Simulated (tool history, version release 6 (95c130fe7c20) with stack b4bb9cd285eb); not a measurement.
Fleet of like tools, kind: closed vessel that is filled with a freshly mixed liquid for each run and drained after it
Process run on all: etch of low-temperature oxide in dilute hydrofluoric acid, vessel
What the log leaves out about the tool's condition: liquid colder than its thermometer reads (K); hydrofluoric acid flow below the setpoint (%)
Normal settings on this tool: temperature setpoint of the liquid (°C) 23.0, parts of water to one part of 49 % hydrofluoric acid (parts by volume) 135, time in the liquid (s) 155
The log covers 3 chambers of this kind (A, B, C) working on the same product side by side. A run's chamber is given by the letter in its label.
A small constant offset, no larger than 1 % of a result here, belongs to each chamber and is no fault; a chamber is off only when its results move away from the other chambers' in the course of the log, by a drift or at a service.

run,hour,temperature setpoint of the liquid (°C),parts of water to one part of 49 % hydrofluoric acid (parts by volume),time in the liquid (s),hours since the thermometer was replaced,hours since the hydrofluoric acid flow meter was replaced,"read-back film thickness of the low-temperature oxide reference wafer, read on the same gauge (nm)",thickness taken off the low-temperature oxide on a monitor wafer (nm)
1C,8.7,23.0,135,155,648.9,680.8,120.00,14.3230
2B,15.1,23.0,135,155,138.7,353.0,120.00,14.0040
3A,24.8,23.0,135,155,769.8,799.4,120.01,14.1450
4B,30.0,23.0,135,155,153.6,367.9,119.97,14.2370
5C,39.3,18.0,135,155,679.5,711.4,119.99,11.4280
6A,46.3,18.0,135,155,791.3,820.9,120.01,11.7020
7B,51.7,18.0,135,155,175.3,389.6,120.00,11.5580
8A,56.7,23.0,135,100,801.7,831.3,120.01,9.2078
9C,64.3,23.0,135,100,704.5,736.4,119.99,9.2268
10B,71.6,23.0,135,100,195.2,409.5,119.98,9.0714
11A,79.1,23.0,135,155,824.1,853.7,120.03,14.4860
12C,86.4,19.0,135,235,726.6,758.5,119.99,18.4470
13A,96.8,19.0,135,235,841.8,871.4,120.00,18.4380
14C,103.2,19.0,135,235,743.4,775.3,120.00,18.2860
15B,110.6,23.0,135,155,234.2,448.5,120.01,14.0130
# hour 115.2: chamber A: thermometer replaced
16C,120.6,23.0,135,155,760.8,792.7,119.99,14.1300
# hour 121.8: chamber B: hydrofluoric acid flow meter replaced
17A,130.8,23.0,135,155,15.7,905.4,119.97,14.0890
18B,141.2,23.0,135,155,264.8,19.4,120.03,14.0930
19B,149.2,23.0,135,155,272.8,27.4,120.00,14.0810
20C,156.0,23.0,135,155,796.2,828.1,120.00,13.7160
21A,163.8,23.0,135,155,48.7,938.4,120.00,14.0400
22A,172.8,26.5,135,155,57.7,947.4,120.01,16.3650
23C,183.4,26.5,135,155,823.6,855.5,119.99,15.8520
24B,193.8,26.5,135,155,317.4,72.0,120.00,16.1640
25C,203.4,23.0,135,155,843.6,875.5,120.01,13.3430
26B,209.3,23.0,135,155,332.9,87.5,119.98,14.2760
27A,216.5,23.0,160,70,101.4,991.1,120.03,5.2120
28B,221.1,23.0,160,70,344.7,99.3,120.01,5.2803
29C,227.9,23.0,160,70,868.1,900.0,119.99,4.8795
30A,232.7,23.0,135,155,117.6,1007.3,120.01,14.3030

Does one chamber stand apart from the rest, does the shared gauge drift, or is all well apart from small per-chamber offsets? Give the chamber and the most likely cause, where there is one.

It is chamber C that slowly wanders off from its peers.
Likeliest cause: liquid colder than its thermometer reads (K) = 1.93.
The log may not separate it from: hydrofluoric acid flow below the setpoint (%).

Below are 4 candidate recipes for chamber C's next run, each the usual settings with a change, their results shown as question marks. Which of them brings C's results back in line with what the other chambers give on the usual settings?
In line here means within this much of the mean the other chambers give on the usual settings: thickness taken off the low-temperature oxide on a monitor wafer (nm) 0.3500
31C-1,240.3,23.0,145,155,,,,?
31C-2,240.3,23.0,130,160,,,,?
31C-3,240.3,23.0,125,165,,,,?
31C-4,240.3,22.5,150,155,,,,?

On the usual settings, the other chambers give on average: thickness taken off the low-temperature oxide on a monitor wafer (nm) 14.1820
run,thickness taken off the low-temperature oxide on a monitor wafer (nm)
31C-1,12.2320
31C-2,14.2960
31C-3,15.4080
31C-4,11.5310
31C-2 brings the chamber back in line.
